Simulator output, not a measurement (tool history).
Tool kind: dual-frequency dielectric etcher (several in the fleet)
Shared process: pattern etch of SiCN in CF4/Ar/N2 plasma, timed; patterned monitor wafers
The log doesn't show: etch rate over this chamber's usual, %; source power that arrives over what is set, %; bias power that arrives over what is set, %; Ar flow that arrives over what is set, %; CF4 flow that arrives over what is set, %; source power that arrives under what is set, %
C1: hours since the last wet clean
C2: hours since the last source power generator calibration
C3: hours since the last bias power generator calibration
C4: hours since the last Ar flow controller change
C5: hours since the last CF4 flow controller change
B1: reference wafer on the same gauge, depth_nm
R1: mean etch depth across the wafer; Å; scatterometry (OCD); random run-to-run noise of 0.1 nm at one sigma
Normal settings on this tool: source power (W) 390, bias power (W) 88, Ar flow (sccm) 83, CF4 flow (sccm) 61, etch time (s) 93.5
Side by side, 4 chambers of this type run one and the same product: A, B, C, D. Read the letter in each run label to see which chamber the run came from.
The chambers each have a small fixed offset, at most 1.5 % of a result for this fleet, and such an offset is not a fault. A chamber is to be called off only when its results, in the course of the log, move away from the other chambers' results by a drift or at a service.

{"run": "1B", "hour": 3.2, "source power (W)": 390, "bias power (W)": 88, "Ar flow (sccm)": 83, "CF4 flow (sccm)": 61, "etch time (s)": 93.5, "C1": 52.1, "C2": 946.9, "C3": 3519.2, "C4": 386.2, "C5": 1825.1, "B1": 65.378, "R1": 767.67}
{"run": "2A", "hour": 7.9, "source power (W)": 390, "bias power (W)": 88, "Ar flow (sccm)": 83, "CF4 flow (sccm)": 61, "etch time (s)": 93.5, "C1": 498.4, "C2": 2833.5, "C3": 1733.2, "C4": 239.7, "C5": 846.2, "B1": 65.383, "R1": 773.77}
{"hour": 9.9, "done": "chamber C: wet clean of the chamber"}
{"run": "3C", "hour": 12.0, "source power (W)": 390, "bias power (W)": 88, "Ar flow (sccm)": 83, "CF4 flow (sccm)": 61, "etch time (s)": 93.5, "C1": 2.2, "C2": 1907.7, "C3": 1949.5, "C4": 1613.2, "C5": 2496.3, "B1": 65.36, "R1": 767.82}
{"hour": 13.1, "done": "chamber C: Ar flow controller replaced"}
{"run": "4D", "hour": 14.9, "source power (W)": 390, "bias power (W)": 88, "Ar flow (sccm)": 83, "CF4 flow (sccm)": 61, "etch time (s)": 93.5, "C1": 293.8, "C2": 2114.8, "C3": 1264.9, "C4": 259.2, "C5": 2468.0, "B1": 65.358, "R1": 759.25}
{"run": "5B", "hour": 20.0, "source power (W)": 390, "bias power (W)": 88, "Ar flow (sccm)": 83, "CF4 flow (sccm)": 61, "etch time (s)": 93.5, "C1": 68.9, "C2": 963.7, "C3": 3536.0, "C4": 403.0, "C5": 1841.9, "B1": 65.366, "R1": 767.32}
{"run": "6D", "hour": 25.7, "source power (W)": 390, "bias power (W)": 88, "Ar flow (sccm)": 83, "CF4 flow (sccm)": 61, "etch time (s)": 93.5, "C1": 304.6, "C2": 2125.6, "C3": 1275.7, "C4": 270.0, "C5": 2478.8, "B1": 65.333, "R1": 758.09}
{"run": "7C", "hour": 29.5, "source power (W)": 390, "bias power (W)": 88, "Ar flow (sccm)": 83, "CF4 flow (sccm)": 61, "etch time (s)": 93.5, "C1": 19.7, "C2": 1925.2, "C3": 1967.0, "C4": 16.5, "C5": 2513.8, "B1": 65.331, "R1": 769.47}
{"run": "8A", "hour": 34.2, "source power (W)": 390, "bias power (W)": 88, "Ar flow (sccm)": 83, "CF4 flow (sccm)": 61, "etch time (s)": 93.5, "C1": 524.7, "C2": 2859.8, "C3": 1759.5, "C4": 266.0, "C5": 872.5, "B1": 65.306, "R1": 771.52}
{"hour": 36.6, "done": "chamber B: bias power generator calibrated"}
{"run": "9D", "hour": 37.3, "source power (W)": 390, "bias power (W)": 70, "Ar flow (sccm)": 83, "CF4 flow (sccm)": 61, "etch time (s)": 93.5, "C1": 316.2, "C2": 2137.2, "C3": 1287.3, "C4": 281.6, "C5": 2490.4, "B1": 65.326, "R1": 699.69}
{"run": "10C", "hour": 40.1, "source power (W)": 390, "bias power (W)": 70, "Ar flow (sccm)": 83, "CF4 flow (sccm)": 61, "etch time (s)": 93.5, "C1": 30.3, "C2": 1935.8, "C3": 1977.6, "C4": 27.1, "C5": 2524.4, "B1": 65.313, "R1": 709.34}
{"run": "11B", "hour": 45.0, "source power (W)": 390, "bias power (W)": 70, "Ar flow (sccm)": 83, "CF4 flow (sccm)": 61, "etch time (s)": 93.5, "C1": 93.9, "C2": 988.7, "C3": 8.4, "C4": 428.0, "C5": 1866.9, "B1": 65.273, "R1": 709.15}
{"run": "12A", "hour": 50.4, "source power (W)": 390, "bias power (W)": 70, "Ar flow (sccm)": 83, "CF4 flow (sccm)": 61, "etch time (s)": 93.5, "C1": 540.9, "C2": 2876.0, "C3": 1775.7, "C4": 282.2, "C5": 888.7, "B1": 65.306, "R1": 711.93}
{"run": "13B", "hour": 55.6, "source power (W)": 390, "bias power (W)": 88, "Ar flow (sccm)": 83, "CF4 flow (sccm)": 61, "etch time (s)": 93.5, "C1": 104.5, "C2": 999.3, "C3": 19.0, "C4": 438.6, "C5": 1877.5, "B1": 65.261, "R1": 764.43}
{"run": "14C", "hour": 61.0, "source power (W)": 390, "bias power (W)": 88, "Ar flow (sccm)": 73, "CF4 flow (sccm)": 61, "etch time (s)": 74.0, "C1": 51.2, "C2": 1956.7, "C3": 1998.5, "C4": 48.0, "C5": 2545.3, "B1": 65.267, "R1": 619.23}
{"run": "15A", "hour": 65.2, "source power (W)": 390, "bias power (W)": 88, "Ar flow (sccm)": 73, "CF4 flow (sccm)": 61, "etch time (s)": 74.0, "C1": 555.7, "C2": 2890.8, "C3": 1790.5, "C4": 297.0, "C5": 903.5, "B1": 65.231, "R1": 620.29}
{"run": "16D", "hour": 67.8, "source power (W)": 390, "bias power (W)": 88, "Ar flow (sccm)": 73, "CF4 flow (sccm)": 61, "etch time (s)": 74.0, "C1": 346.7, "C2": 2167.7, "C3": 1317.8, "C4": 312.1, "C5": 2520.9, "B1": 65.248, "R1": 610.63}
{"run": "17D", "hour": 73.2, "source power (W)": 390, "bias power (W)": 88, "Ar flow (sccm)": 73, "CF4 flow (sccm)": 61, "etch time (s)": 74.0, "C1": 352.1, "C2": 2173.1, "C3": 1323.2, "C4": 317.5, "C5": 2526.3, "B1": 65.247, "R1": 609.63}
{"hour": 75.1, "done": "chamber A: wet clean of the chamber"}
{"run": "18B", "hour": 76.5, "source power (W)": 390, "bias power (W)": 88, "Ar flow (sccm)": 83, "CF4 flow (sccm)": 61, "etch time (s)": 93.5, "C1": 125.4, "C2": 1020.2, "C3": 39.9, "C4": 459.5, "C5": 1898.4, "B1": 65.22, "R1": 764.18}
{"hour": 77.0, "done": "chamber D: source power generator calibrated"}
{"run": "19C", "hour": 80.6, "source power (W)": 390, "bias power (W)": 88, "Ar flow (sccm)": 83, "CF4 flow (sccm)": 61, "etch time (s)": 93.5, "C1": 70.8, "C2": 1976.3, "C3": 2018.1, "C4": 67.6, "C5": 2564.9, "B1": 65.206, "R1": 767.83}
{"run": "20A", "hour": 83.6, "source power (W)": 390, "bias power (W)": 88, "Ar flow (sccm)": 83, "CF4 flow (sccm)": 61, "etch time (s)": 93.5, "C1": 8.6, "C2": 2909.2, "C3": 1808.9, "C4": 315.4, "C5": 921.9, "B1": 65.234, "R1": 768.73}
{"run": "21A", "hour": 86.8, "source power (W)": 390, "bias power (W)": 88, "Ar flow (sccm)": 83, "CF4 flow (sccm)": 61, "etch time (s)": 93.5, "C1": 11.8, "C2": 2912.4, "C3": 1812.1, "C4": 318.6, "C5": 925.1, "B1": 65.17, "R1": 769.0}
{"run": "22B", "hour": 89.8, "source power (W)": 390, "bias power (W)": 88, "Ar flow (sccm)": 83, "CF4 flow (sccm)": 61, "etch time (s)": 93.5, "C1": 138.7, "C2": 1033.5, "C3": 53.2, "C4": 472.8, "C5": 1911.7, "B1": 65.187, "R1": 764.59}
{"run": "23C", "hour": 93.0, "source power (W)": 390, "bias power (W)": 88, "Ar flow (sccm)": 83, "CF4 flow (sccm)": 61, "etch time (s)": 93.5, "C1": 83.2, "C2": 1988.7, "C3": 2030.5, "C4": 80.0, "C5": 2577.3, "B1": 65.194, "R1": 768.81}
{"run": "24D", "hour": 98.5, "source power (W)": 390, "bias power (W)": 88, "Ar flow (sccm)": 83, "CF4 flow (sccm)": 61, "etch time (s)": 93.5, "C1": 377.4, "C2": 21.5, "C3": 1348.5, "C4": 342.8, "C5": 2551.6, "B1": 65.177, "R1": 758.4}
{"run": "25A", "hour": 103.0, "source power (W)": 390, "bias power (W)": 88, "Ar flow (sccm)": 83, "CF4 flow (sccm)": 61, "etch time (s)": 93.5, "C1": 28.0, "C2": 2928.6, "C3": 1828.3, "C4": 334.8, "C5": 941.3, "B1": 65.137, "R1": 769.58}
{"run": "26B", "hour": 105.9, "source power (W)": 390, "bias power (W)": 88, "Ar flow (sccm)": 83, "CF4 flow (sccm)": 61, "etch time (s)": 103.5, "C1": 154.8, "C2": 1049.6, "C3": 69.3, "C4": 488.9, "C5": 1927.8, "B1": 65.159, "R1": 846.78}
{"run": "27C", "hour": 109.5, "source power (W)": 390, "bias power (W)": 88, "Ar flow (sccm)": 83, "CF4 flow (sccm)": 61, "etch time (s)": 103.5, "C1": 99.7, "C2": 2005.2, "C3": 2047.0, "C4": 96.5, "C5": 2593.8, "B1": 65.155, "R1": 850.14}
{"run": "28D", "hour": 113.4, "source power (W)": 390, "bias power (W)": 88, "Ar flow (sccm)": 83, "CF4 flow (sccm)": 61, "etch time (s)": 103.5, "C1": 392.3, "C2": 36.4, "C3": 1363.4, "C4": 357.7, "C5": 2566.5, "B1": 65.135, "R1": 838.88}
{"run": "29A", "hour": 118.1, "source power (W)": 390, "bias power (W)": 88, "Ar flow (sccm)": 83, "CF4 flow (sccm)": 61, "etch time (s)": 103.5, "C1": 43.1, "C2": 2943.7, "C3": 1843.4, "C4": 349.9, "C5": 956.4, "B1": 65.115, "R1": 849.29}
{"run": "30D", "hour": 121.7, "source power (W)": 390, "bias power (W)": 88, "Ar flow (sccm)": 83, "CF4 flow (sccm)": 61, "etch time (s)": 93.5, "C1": 400.6, "C2": 44.7, "C3": 1371.7, "C4": 366.0, "C5": 2574.8, "B1": 65.117, "R1": 756.12}
{"run": "31B", "hour": 124.5, "source power (W)": 390, "bias power (W)": 88, "Ar flow (sccm)": 83, "CF4 flow (sccm)": 61, "etch time (s)": 93.5, "C1": 173.4, "C2": 1068.2, "C3": 87.9, "C4": 507.5, "C5": 1946.4, "B1": 65.125, "R1": 764.24}
{"run": "32C", "hour": 127.5, "source power (W)": 390, "bias power (W)": 88, "Ar flow (sccm)": 83, "CF4 flow (sccm)": 61, "etch time (s)": 93.5, "C1": 117.7, "C2": 2023.2, "C3": 2065.0, "C4": 114.5, "C5": 2611.8, "B1": 65.117, "R1": 765.53}
{"run": "33A", "hour": 130.1, "source power (W)": 390, "bias power (W)": 88, "Ar flow (sccm)": 83, "CF4 flow (sccm)": 61, "etch time (s)": 93.5, "C1": 55.1, "C2": 2955.7, "C3": 1855.4, "C4": 361.9, "C5": 968.4, "B1": 65.109, "R1": 767.73}
{"run": "34C", "hour": 134.7, "source power (W)": 390, "bias power (W)": 88, "Ar flow (sccm)": 83, "CF4 flow (sccm)": 61, "etch time (s)": 93.5, "C1": 124.9, "C2": 2030.4, "C3": 2072.2, "C4": 121.7, "C5": 2619.0, "B1": 65.083, "R1": 765.84}
{"run": "35D", "hour": 139.7, "source power (W)": 390, "bias power (W)": 88, "Ar flow (sccm)": 83, "CF4 flow (sccm)": 47, "etch time (s)": 93.5, "C1": 418.6, "C2": 62.7, "C3": 1389.7, "C4": 384.0, "C5": 2592.8, "B1": 65.083, "R1": 728.25}
{"run": "36B", "hour": 144.6, "source power (W)": 390, "bias power (W)": 88, "Ar flow (sccm)": 83, "CF4 flow (sccm)": 47, "etch time (s)": 93.5, "C1": 193.5, "C2": 1088.3, "C3": 108.0, "C4": 527.6, "C5": 1966.5, "B1": 65.069, "R1": 736.46}
{"run": "37A", "hour": 147.7, "source power (W)": 390, "bias power (W)": 88, "Ar flow (sccm)": 83, "CF4 flow (sccm)": 47, "etch time (s)": 93.5, "C1": 72.7, "C2": 2973.3, "C3": 1873.0, "C4": 379.5, "C5": 986.0, "B1": 65.063, "R1": 740.17}
{"run": "38C", "hour": 151.3, "source power (W)": 390, "bias power (W)": 88, "Ar flow (sccm)": 83, "CF4 flow (sccm)": 47, "etch time (s)": 93.5, "C1": 141.5, "C2": 2047.0, "C3": 2088.8, "C4": 138.3, "C5": 2635.6, "B1": 65.065, "R1": 739.09}

Has any chamber moved away from the others, gradually or after a service, or does the common gauge drift, or do the chambers differ only by their own small steady offsets? State the chamber and the most likely cause if one applies.

It is the gauge, not a chamber: its drift shows up in every chamber's results at once, and no chamber is off.
Cause: gauge reads low (%) = 0.55.

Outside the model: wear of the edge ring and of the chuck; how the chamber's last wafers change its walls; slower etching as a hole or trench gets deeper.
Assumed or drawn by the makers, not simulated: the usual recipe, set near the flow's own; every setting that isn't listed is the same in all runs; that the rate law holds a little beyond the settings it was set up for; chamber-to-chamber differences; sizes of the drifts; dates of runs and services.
